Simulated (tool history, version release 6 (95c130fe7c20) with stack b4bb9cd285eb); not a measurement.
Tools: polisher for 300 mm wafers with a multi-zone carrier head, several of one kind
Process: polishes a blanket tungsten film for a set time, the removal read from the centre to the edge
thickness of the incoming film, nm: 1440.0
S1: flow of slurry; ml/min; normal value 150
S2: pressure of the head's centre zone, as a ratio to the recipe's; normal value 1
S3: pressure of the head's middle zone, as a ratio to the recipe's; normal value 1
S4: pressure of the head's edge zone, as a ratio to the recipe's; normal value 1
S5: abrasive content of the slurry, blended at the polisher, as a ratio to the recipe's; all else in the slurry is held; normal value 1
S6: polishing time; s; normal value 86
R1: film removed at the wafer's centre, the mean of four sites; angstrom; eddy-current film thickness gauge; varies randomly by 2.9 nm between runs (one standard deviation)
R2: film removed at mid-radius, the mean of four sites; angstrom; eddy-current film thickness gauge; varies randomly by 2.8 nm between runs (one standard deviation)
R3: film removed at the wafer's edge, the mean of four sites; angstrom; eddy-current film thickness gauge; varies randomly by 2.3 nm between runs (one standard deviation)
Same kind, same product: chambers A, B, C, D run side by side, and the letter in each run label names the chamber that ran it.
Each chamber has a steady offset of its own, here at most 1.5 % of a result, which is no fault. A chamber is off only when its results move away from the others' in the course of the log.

run   hour   S1    S2  S3    S4  S5  S6      R1      R2      R3
       3.9  -- chamber B: centre zone pressure recalibrated
 1A      9  150     1   1     1   1  86    2924  3025.4  3002.3
 2D   16.8  150     1   1     1   1  86  3016.2  2951.1  2959.7
 3C   21.5  150     1   1     1   1  86  2982.5  2957.5  2931.9
      25.7  -- chamber D: worn pad replaced by a new one
      31.3  -- chamber A: worn pad replaced by a new one
 4B   31.4  150     1   1     1   1  86  2962.6  2973.4  2964.7
 5D   36.3  150     1   1     1   1  86  2998.9  2974.7  2915.8
 6C     41  150     1   1     1   1  86  2909.6  2965.3  2953.7
 7B   48.4  150     1   1     1   1  86  2964.7  2989.8    2938
 8A   58.1  150     1   1     1   1  86  2961.1  2969.7  2972.7
 9C   68.3  150     1   1     1   1  86  2900.4  2982.3  2950.2
10B   73.4  150  0.91   1     1   1  86  2616.5  2978.8  2880.8
      76.1  -- chamber C: worn pad replaced by a new one
11D   80.3  150  0.91   1     1   1  86  2720.2  3001.4  2991.4
      85.6  -- chamber B: worn pad replaced by a new one
12A   89.9  150  0.91   1     1   1  86  2659.8    3018  2967.1
        92  -- chamber A: edge zone pressure recalibrated
13C   98.3  150  0.91   1     1   1  86  2609.7  2940.5    2940
14B  104.7  150     1   1     1   1  86  2916.1    2974  2997.2
15D  110.7  150     1   1     1   1  86  2992.9  2968.2  2953.3
16A  116.9  150     1   1     1   1  86  2951.1  2904.8  2983.5
17A  126.2  150     1   1     1   1  86    2928  2920.8  2903.6
18D  132.8  150     1   1     1   1  86  3045.2  2997.2  2983.8
19B  137.4  150     1   1     1   1  86  2908.8  2953.7  2963.5
20C  143.8  150     1   1     1   1  86  2942.5  2964.3  2912.3
     145.9  -- chamber D: worn pad replaced by a new one
     150.1  -- chamber A: worn pad replaced by a new one
21D  152.6  150     1   1     1   1  86  3041.3  2967.9  2908.8
22B  162.8  150     1   1     1   1  86  2954.8  3019.5    2917
23A  172.8  150     1   1     1   1  86  2844.8  2862.2    2905
24C  179.7  150     1   1     1   1  86  2905.5  2988.3  2936.6
25A  185.7  150     1   1     1   1  86  2870.2  2898.5  2903.8
     187.9  -- chamber B: worn pad replaced by a new one
26D  191.2  150     1   1     1   1  86  2941.2  2996.2  2985.5
     198.5  -- chamber C: worn pad replaced by a new one
27C  200.1  150     1   1     1   1  86  2941.1  2959.3  2995.9
     206.3  -- chamber D: centre zone pressure recalibrated
28B  206.9  150     1   1     1   1  86  2971.5  2979.4  2915.6
29D  215.2  150     1   1     1   1  86  3005.3  2970.3  2934.6
30A  220.9  150     1   1     1   1  86  2827.2  2838.6  2835.5
31B  226.3  150     1   1     1   1  86  2963.6  2959.3  2914.7
32C  233.4  150     1   1  1.05   1  86    2979  2921.6    3028
33A  242.1  150     1   1  1.05   1  86    2713  2800.3  2894.9
34B  248.8  150     1   1  1.05   1  86  2963.5  2981.7    3041
     249.1  -- chamber D: worn pad replaced by a new one
35D    257  150     1   1  1.05   1  86  2981.5  2996.3  3049.7
36C    267  150     1   1     1   1  61  2105.1  2083.1  2093.2
37C  272.9  150     1   1     1   1  61  2111.3  2084.5  2091.5

Decide between three cases: one chamber stands off from its peers, the gauge reading all wafers drifts, or nothing is wrong past each chamber's small offset. Where a chamber is off, say which and what most likely put it there.

It is chamber A that slowly wanders off from its peers.
Most likely cause: slurry flow missing at the pad, % = 32.2.

Chamber A could run next with any of the 4 candidate recipes listed below; each alters the usual settings, and their results appear as question marks. Which one brings its results back in line with what the other chambers deliver on the usual settings?
In line means no further than this from the other chambers' mean on the usual settings: R1 100 angstrom; R2 97 angstrom; R3 81 angstrom
38A-1  280.3  135  0.95  0.97  1.03   1  77   ?   ?   ?
38A-2  280.3  155  1.03  1.02  0.98   1  91   ?   ?   ?
38A-3  280.3  165  1.05  1.03  0.97   1  95   ?   ?   ?
38A-4  280.3  145  0.97  0.98  1.02   1  81   ?   ?   ?

Average result of the remaining chambers running the usual settings: R1 2961.1 angstrom; R2 2967.2 angstrom; R3 2947.1 angstrom
  run      R1      R2      R3
38A-1  2190.9  2309.6  2472.5
38A-2    2966  2972.9    2922
38A-3  3222.6  3182.6    3068
38A-4  2417.2  2504.5  2624.1
It is 38A-2 that realigns the chamber with its peers.
